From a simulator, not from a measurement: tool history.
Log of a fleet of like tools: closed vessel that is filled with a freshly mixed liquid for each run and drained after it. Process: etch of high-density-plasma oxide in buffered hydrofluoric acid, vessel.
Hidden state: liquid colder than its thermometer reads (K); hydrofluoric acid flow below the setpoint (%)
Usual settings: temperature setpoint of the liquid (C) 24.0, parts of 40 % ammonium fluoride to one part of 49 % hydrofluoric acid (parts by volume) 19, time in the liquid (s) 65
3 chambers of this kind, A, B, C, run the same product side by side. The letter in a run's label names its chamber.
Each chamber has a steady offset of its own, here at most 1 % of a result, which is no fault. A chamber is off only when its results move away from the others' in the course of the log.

run	hour	temperature setpoint of the liquid (C)	parts of 40 % ammonium fluoride to one part of 49 % hydrofluoric acid (parts by volume)	time in the liquid (s)	hours since the thermometer was replaced	hours since the hydrofluoric acid flow meter was replaced	read-back film thickness of the high-density-plasma oxide reference wafer, read on the same gauge (nm)	thickness taken off the high-density-plasma oxide on a monitor wafer (nm)
1B	5.4	24.0	19	65	776.3	738.0	29.991	41.827
2A	10.1	24.0	19	65	838.9	673.3	29.989	42.993
3C	15.2	24.0	19	65	83.2	127.7	30.016	43.549
4A	19.9	24.0	19	65	848.7	683.1	29.991	42.807
5C	23.4	24.0	19	65	91.4	135.9	29.998	43.207
6B	27.2	24.0	19	65	798.1	759.8	30.051	42.966
7B	30.5	24.0	19	65	801.4	763.1	29.971	42.931
8C	34.5	24.0	19	65	102.5	147.0	29.981	43.486
9A	39.8	24.0	15	65	868.6	703.0	30.000	52.991
10C	45.3	24.0	15	65	113.3	157.8	29.989	55.490
11A	48.2	24.0	15	65	877.0	711.4	29.983	53.239
12B	54.3	24.0	19	65	825.2	786.9	30.016	41.982
13B	57.9	24.0	19	65	828.8	790.5	30.023	43.293
14A	63.1	24.0	19	65	891.9	726.3	30.003	40.697
15C	67.0	24.0	19	65	135.0	179.5	30.001	42.708
16A	70.1	24.0	19	65	898.9	733.3	30.038	40.941
17B	74.8	24.0	19	65	845.7	807.4	30.017	42.812
18C	79.6	24.0	19	65	147.6	192.1	29.994	42.695
19B	85.6	24.0	19	65	856.5	818.2	29.960	42.873
20C	89.7	24.0	19	65	157.7	202.2	30.001	43.006
21A	93.6	24.0	19	65	922.4	756.8	29.980	39.473
22A	96.3	24.0	19	65	925.1	759.5	30.005	40.187
23C	99.0	24.0	19	65	167.0	211.5	29.990	44.029
24B	103.3	24.0	19	65	874.2	835.9	29.980	43.176
25A	107.2	25.5	26	65	936.0	770.4	30.007	33.659
26B	110.7	25.5	26	65	881.6	843.3	29.988	37.419
27C	115.5	25.5	26	65	183.5	228.0	29.998	37.057
28A	120.2	24.0	19	65	949.0	783.4	29.998	39.476
29C	124.2	24.0	19	95	192.2	236.7	30.003	63.666
30B	130.0	24.0	19	95	900.9	862.6	30.024	63.378
31B	133.0	24.0	19	95	903.9	865.6	30.032	62.205
32A	135.9	24.0	19	65	964.7	799.1	30.007	38.580
33C	139.6	24.0	19	65	207.6	252.1	29.965	43.800
34A	143.1	24.0	19	65	971.9	806.3	29.996	38.300

All 3 chambers run these settings next. Forecast each chamber's results:
35A	147.5	25.5	19	65				?
35B	147.5	25.5	19	65				?
35C	147.5	25.5	19	65				?

run	thickness taken off the high-density-plasma oxide on a monitor wafer (nm)
35A	41.844
35B	46.628
35C	47.246
